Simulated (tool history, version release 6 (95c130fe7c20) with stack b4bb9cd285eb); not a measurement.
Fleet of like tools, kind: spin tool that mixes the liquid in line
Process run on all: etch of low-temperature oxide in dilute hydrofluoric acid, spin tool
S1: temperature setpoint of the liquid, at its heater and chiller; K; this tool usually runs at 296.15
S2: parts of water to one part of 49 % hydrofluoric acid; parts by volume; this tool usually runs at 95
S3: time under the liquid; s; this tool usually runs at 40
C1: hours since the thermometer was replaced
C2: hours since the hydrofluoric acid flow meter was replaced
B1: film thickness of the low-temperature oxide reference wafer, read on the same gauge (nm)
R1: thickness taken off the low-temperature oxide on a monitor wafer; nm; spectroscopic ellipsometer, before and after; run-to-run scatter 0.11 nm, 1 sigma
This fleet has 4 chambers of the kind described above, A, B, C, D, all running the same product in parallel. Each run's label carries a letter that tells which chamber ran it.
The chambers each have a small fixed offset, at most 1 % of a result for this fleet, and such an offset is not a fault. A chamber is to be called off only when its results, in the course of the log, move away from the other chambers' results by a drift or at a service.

run,hour,S1,S2,S3,C1,C2,B1,R1
1C,5.6,296.15,95,40,401.1,31.9,50.023,14.236
2D,10.8,296.15,95,40,909.3,698.6,49.999,14.071
3B,14.8,296.15,95,40,451.7,355.6,49.986,14.137
4A,20.1,296.15,95,40,825.2,1499.4,50.009,14.439
5B,23.9,296.15,95,40,460.8,364.7,50.000,13.909
6A,27.5,296.15,95,40,832.6,1506.8,49.961,14.278
7C,34.1,296.15,95,40,429.6,60.4,49.992,14.217
8D,39.9,296.15,95,40,938.4,727.7,49.957,14.274
9A,46.2,296.15,95,40,851.3,1525.5,50.008,14.109
10B,50.0,296.15,95,40,486.9,390.8,49.997,14.020
11D,53.3,296.15,95,40,951.8,741.1,49.993,14.095
12C,57.9,296.15,95,40,453.4,84.2,49.969,14.312
13C,62.6,296.15,95,40,458.1,88.9,49.979,14.242
14D,68.1,296.15,55,40,966.6,755.9,49.986,25.699
15B,72.1,296.15,55,40,509.0,412.9,49.996,25.476
16A,78.0,296.15,55,40,883.1,1557.3,49.965,25.771
17C,82.0,296.15,55,40,477.5,108.3,49.994,25.929
18A,86.4,296.15,95,40,891.5,1565.7,50.037,14.104
19B,92.0,296.15,95,40,528.9,432.8,50.027,14.034
20D,95.4,296.15,95,40,993.9,783.2,50.038,14.745
21C,102.0,296.15,95,40,497.5,128.3,49.997,14.382
22B,107.3,296.15,95,40,544.2,448.1,49.984,14.310
23D,113.4,296.15,95,40,1011.9,801.2,50.045,14.901
24A,117.0,296.15,95,40,922.1,1596.3,50.017,14.144
25A,121.8,296.15,95,40,926.9,1601.1,50.008,14.077
26D,128.5,296.15,95,40,1027.0,816.3,49.990,15.569
27B,134.6,296.15,125,65,571.5,475.4,49.982,16.976
28C,141.3,296.15,125,65,536.8,167.6,49.967,16.713
29B,146.3,296.15,125,65,583.2,487.1,50.017,16.588
30D,151.3,296.15,125,65,1049.8,839.1,50.007,18.866
31A,156.0,296.15,95,40,961.1,1635.3,49.972,14.452

All chambers now run identical settings, listed one chamber a line with results as question marks. What results will each chamber show?
32A,160.9,296.15,95,40,,,,?
32B,160.9,296.15,95,40,,,,?
32C,160.9,296.15,95,40,,,,?
32D,160.9,296.15,95,40,,,,?

run,R1
32A,13.999
32B,14.055
32C,14.244
32D,15.995

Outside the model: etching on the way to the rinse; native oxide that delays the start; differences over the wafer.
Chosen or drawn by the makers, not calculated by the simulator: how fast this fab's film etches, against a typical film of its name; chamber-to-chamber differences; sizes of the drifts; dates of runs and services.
